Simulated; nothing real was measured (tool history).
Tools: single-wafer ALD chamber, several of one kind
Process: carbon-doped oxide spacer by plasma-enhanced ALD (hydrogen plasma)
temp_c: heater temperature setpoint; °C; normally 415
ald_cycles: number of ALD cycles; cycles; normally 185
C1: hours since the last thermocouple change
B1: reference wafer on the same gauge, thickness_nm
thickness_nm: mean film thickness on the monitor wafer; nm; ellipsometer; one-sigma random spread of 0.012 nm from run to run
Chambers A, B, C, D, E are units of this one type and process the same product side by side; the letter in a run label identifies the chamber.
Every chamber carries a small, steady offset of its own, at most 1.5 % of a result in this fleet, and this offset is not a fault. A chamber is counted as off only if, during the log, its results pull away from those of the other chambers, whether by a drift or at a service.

Run 1B, hour 14.0: usual settings; C1 644.8; B1 8.6307. Result: thickness_nm 8.8488 nm.
Run 2C, hour 21.6: usual settings; C1 984.8; B1 8.6359. Result: thickness_nm 8.8965 nm.
Run 3D, hour 33.5: usual settings; C1 519.4; B1 8.6310. Result: thickness_nm 8.9343 nm.
Run 4A, hour 47.9: usual settings; C1 132.3; B1 8.6360. Result: thickness_nm 8.8098 nm.
Run 5E, hour 57.1: usual settings; C1 189.8; B1 8.6367. Result: thickness_nm 8.8131 nm.
Run 6E, hour 72.6: usual settings; C1 205.3; B1 8.6403. Result: thickness_nm 8.8388 nm.
Run 7C, hour 87.8: usual settings; C1 1051.0; B1 8.6388. Result: thickness_nm 8.8901 nm.
Run 8D, hour 101.3: usual settings; C1 587.2; B1 8.6417. Result: thickness_nm 8.9556 nm.
Run 9A, hour 111.4: usual settings; C1 195.8; B1 8.6461. Result: thickness_nm 8.8454 nm.
Run 10B, hour 121.8: usual settings; C1 752.6; B1 8.6454. Result: thickness_nm 8.8592 nm.
Run 11C, hour 137.5: usual settings; C1 1100.7; B1 8.6467. Result: thickness_nm 8.8969 nm.
Run 12D, hour 152.0: usual settings; C1 637.9; B1 8.6476. Result: thickness_nm 8.9433 nm.
At hour 155.8: chamber C: thermocouple changed; heater temperature recalibrated.
Run 13A, hour 163.8: usual settings; C1 248.2; B1 8.6474. Result: thickness_nm 8.8331 nm.
Run 14B, hour 172.7: usual settings; C1 803.5; B1 8.6483. Result: thickness_nm 8.8662 nm.
Run 15E, hour 186.3: usual settings but temp_c 424 °C, ald_cycles 156 cycles; C1 319.0; B1 8.6502. Result: thickness_nm 7.2460 nm.
Run 16A, hour 196.7: usual settings but temp_c 424 °C, ald_cycles 156 cycles; C1 281.1; B1 8.6500. Result: thickness_nm 7.2490 nm.
Run 17B, hour 206.5: usual settings but temp_c 424 °C, ald_cycles 156 cycles; C1 837.3; B1 8.6503. Result: thickness_nm 7.2626 nm.
Run 18E, hour 214.6: usual settings but temp_c 424 °C, ald_cycles 156 cycles; C1 347.3; B1 8.6530. Result: thickness_nm 7.2494 nm.
Run 19C, hour 224.2: usual settings but temp_c 424 °C, ald_cycles 156 cycles; C1 68.5; B1 8.6542. Result: thickness_nm 7.2946 nm.
Run 20D, hour 239.6: usual settings; C1 725.5; B1 8.6559. Result: thickness_nm 8.9915 nm.
Run 21C, hour 252.5: usual settings; C1 96.8; B1 8.6557. Result: thickness_nm 8.9021 nm.
Run 22E, hour 261.8: usual settings; C1 394.5; B1 8.6552. Result: thickness_nm 8.8482 nm.
Run 23A, hour 270.3: usual settings; C1 354.7; B1 8.6587. Result: thickness_nm 8.8455 nm.
Run 24D, hour 286.1: usual settings; C1 772.0; B1 8.6589. Result: thickness_nm 8.9654 nm.
Run 25B, hour 302.1: usual settings; C1 932.9; B1 8.6619. Result: thickness_nm 8.8963 nm.
Run 26B, hour 314.3: usual settings; C1 945.1; B1 8.6636. Result: thickness_nm 8.8929 nm.
Run 27D, hour 329.5: usual settings; C1 815.4; B1 8.6668. Result: thickness_nm 8.9758 nm.
Run 28C, hour 339.8: usual settings; C1 184.1; B1 8.6657. Result: thickness_nm 8.9152 nm.
Run 29E, hour 351.2: usual settings; C1 483.9; B1 8.6697. Result: thickness_nm 8.8649 nm.
Run 30A, hour 363.1: usual settings; C1 447.5; B1 8.6681. Result: thickness_nm 8.8538 nm.
Run 31A, hour 371.7: usual settings; C1 456.1; B1 8.6687. Result: thickness_nm 8.8353 nm.
Run 32D, hour 387.0: usual settings; C1 872.9; B1 8.6689. Result: thickness_nm 9.0089 nm.
Run 33B, hour 401.4: usual settings; C1 1032.2; B1 8.6745. Result: thickness_nm 8.8882 nm.
Run 34E, hour 410.2: usual settings; C1 542.9; B1 8.6733. Result: thickness_nm 8.8450 nm.
Run 35C, hour 421.7: usual settings; C1 266.0; B1 8.6757. Result: thickness_nm 8.9368 nm.
Run 36A, hour 431.1: usual settings; C1 515.5; B1 8.6740. Result: thickness_nm 8.8395 nm.

Each of the 5 chambers runs these same settings next. Fill in every chamber's results:
Run 37A, hour 442.9: usual settings. Result: thickness_nm ?.
Run 37B, hour 442.9: usual settings. Result: thickness_nm ?.
Run 37C, hour 442.9: usual settings. Result: thickness_nm ?.
Run 37D, hour 442.9: usual settings. Result: thickness_nm ?.
Run 37E, hour 442.9: usual settings. Result: thickness_nm ?.

run  thickness_nm
37A        8.8832
37B        8.8891
37C        8.9224
37D        9.0035
37E        8.8715

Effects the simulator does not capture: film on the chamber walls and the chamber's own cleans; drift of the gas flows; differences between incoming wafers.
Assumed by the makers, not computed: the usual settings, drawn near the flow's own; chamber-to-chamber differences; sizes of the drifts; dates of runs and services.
